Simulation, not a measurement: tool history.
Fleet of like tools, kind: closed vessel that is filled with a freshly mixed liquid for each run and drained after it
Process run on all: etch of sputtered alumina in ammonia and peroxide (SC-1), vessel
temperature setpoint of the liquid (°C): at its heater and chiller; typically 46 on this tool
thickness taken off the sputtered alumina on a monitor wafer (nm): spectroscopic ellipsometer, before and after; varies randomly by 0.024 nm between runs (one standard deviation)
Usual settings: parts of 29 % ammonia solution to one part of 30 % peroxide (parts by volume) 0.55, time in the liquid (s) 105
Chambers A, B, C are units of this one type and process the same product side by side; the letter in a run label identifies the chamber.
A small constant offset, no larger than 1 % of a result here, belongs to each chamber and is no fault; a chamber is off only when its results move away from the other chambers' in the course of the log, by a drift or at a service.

run	hour	temperature setpoint of the liquid (°C)	parts of 29 % ammonia solution to one part of 30 % peroxide (parts by volume)	time in the liquid (s)	hours since the thermometer was replaced	hours since the ammonia flow meter was replaced	hours since the drum of ammonia solution was connected	read-back film thickness of the sputtered alumina reference wafer, read on the same gauge (nm)	thickness taken off the sputtered alumina on a monitor wafer (nm)
1B	15.3	46	0.55	105	421.5	950.3	214.2	30.004	5.6140
2C	31.3	46	0.55	105	405.1	1098.3	603.1	29.967	5.5993
3A	43.1	46	0.55	105	946.5	1189.9	287.1	30.028	5.5680
# hour 47.3: chamber A: new drum of ammonia solution connected
4B	56.0	46	0.55	105	462.2	991.0	254.9	29.962	5.6193
5C	65.4	46	0.55	105	439.2	1132.4	637.2	30.013	5.6348
6A	80.2	46	0.55	105	983.6	1227.0	33.0	29.980	5.5144
7B	90.8	46	0.55	105	497.0	1025.8	289.7	29.991	5.5624
8A	103.2	46	0.55	105	1006.6	1250.0	56.0	30.016	5.5398
# hour 110.7: chamber B: ammonia flow meter replaced
9C	119.1	46	0.55	105	492.9	1186.1	690.9	30.000	5.6088
10C	131.1	46	0.55	105	504.9	1198.1	702.9	29.957	5.6390
11A	140.5	46	0.55	105	1043.9	1287.3	93.3	29.983	5.5265
12B	151.6	46	0.55	105	557.8	40.9	350.5	30.009	5.5872
13C	165.9	46	0.55	105	539.7	1232.9	737.7	30.006	5.6230
14A	182.0	46	0.55	105	1085.4	1328.8	134.8	30.032	5.5626
15B	192.7	46	0.55	105	598.9	82.0	391.6	29.979	5.6312
16C	204.2	46	0.55	105	578.0	1271.2	776.0	29.995	5.6111
17B	213.8	46	0.55	105	620.0	103.1	412.7	29.969	5.5864
18A	230.0	46	0.55	105	1133.4	1376.8	182.8	29.995	5.5755
19B	241.3	46	0.55	105	647.5	130.6	440.2	30.004	5.5990
20C	248.8	46	0.55	105	622.6	1315.8	820.6	29.979	5.5448
21A	262.3	46	0.55	105	1165.7	1409.1	215.1	30.012	5.5332
22C	278.0	46	0.35	80	651.8	1345.0	849.8	30.000	4.0250
# hour 279.9: chamber C: new drum of ammonia solution connected
# hour 282.0: chamber A: thermometer replaced
23B	288.3	46	0.35	80	694.5	177.6	487.2	29.979	4.0871
24A	297.1	46	0.35	80	15.2	1443.9	249.9	29.993	4.0518
# hour 306.4: chamber A: new drum of ammonia solution connected
25C	309.6	46	0.55	105	683.4	1376.6	29.8	30.005	5.5048
26A	316.8	46	0.55	105	34.9	1463.6	10.5	30.016	5.5871
27B	331.8	46	0.55	105	738.0	221.1	530.7	30.023	5.6269
28B	341.3	46	0.55	105	747.5	230.6	540.2	29.990	5.5790
29A	357.2	46	0.55	105	75.3	1504.0	50.9	30.013	5.5710
# hour 360.9: chamber B: new drum of ammonia solution connected
30C	364.5	46	0.55	105	738.3	1431.5	84.7	30.010	5.4729
31B	379.5	46	0.55	105	785.7	268.8	18.6	29.981	5.6626
# hour 385.1: chamber C: ammonia flow meter replaced
32C	386.9	46	0.55	105	760.7	1.8	107.1	30.015	5.4316
33A	397.9	46	0.55	105	116.0	1544.7	91.6	30.007	5.5496
34A	407.5	46	0.55	105	125.6	1554.3	101.2	29.994	5.5525
# hour 414.3: chamber A: ammonia flow meter replaced
35C	416.8	46	0.55	105	790.6	31.7	137.0	30.020	5.4143
36B	425.5	46	0.55	105	831.7	314.8	64.6	30.055	5.6044
37A	441.4	46	0.55	105	159.5	27.2	135.1	30.010	5.5874
38B	455.5	46	0.55	105	861.7	344.8	94.6	30.007	5.5978
39C	468.7	46	0.55	105	842.5	83.6	188.9	29.979	5.3508
40B	477.9	46	0.55	105	884.1	367.2	117.0	30.002	5.6087
41A	489.2	46	0.55	105	207.3	75.0	182.9	30.022	5.5535
42C	498.0	46	0.55	105	871.8	112.9	218.2	30.021	5.3586
43A	506.4	46	0.55	105	224.5	92.2	200.1	29.989	5.5785
44C	517.3	46	0.55	105	891.1	132.2	237.5	29.983	5.3051

Which is it: a chamber that has drifted or been left off by a service, a gauge drift common to all chambers, or only each chamber's usual small offset? If a chamber is off, name it and its likeliest cause.

It is chamber C that slowly wanders off from its peers.
What lies behind it: liquid colder than its thermometer reads (K) = 1.05.

Which of the 4 candidates below, each the usual settings with something changed and its results left as question marks, puts chamber C back in line with what the other chambers give on the usual settings?
In-line tolerance around the mean of the other chambers on the usual settings: thickness taken off the sputtered alumina on a monitor wafer (nm) 0.0850
45C-1	528.9	46	0.65	105					?
45C-2	528.9	46	0.90	105					?
45C-3	528.9	46	0.45	105					?
45C-4	528.9	46	0.55	100					?

The mean the other chambers reach with the usual settings: thickness taken off the sputtered alumina on a monitor wafer (nm) 5.5856
run	thickness taken off the sputtered alumina on a monitor wafer (nm)
45C-1	5.4027
45C-2	5.5747
45C-3	5.2141
45C-4	5.0632
The right change is 45C-2: it brings the chamber back within the allowed miss of the others.

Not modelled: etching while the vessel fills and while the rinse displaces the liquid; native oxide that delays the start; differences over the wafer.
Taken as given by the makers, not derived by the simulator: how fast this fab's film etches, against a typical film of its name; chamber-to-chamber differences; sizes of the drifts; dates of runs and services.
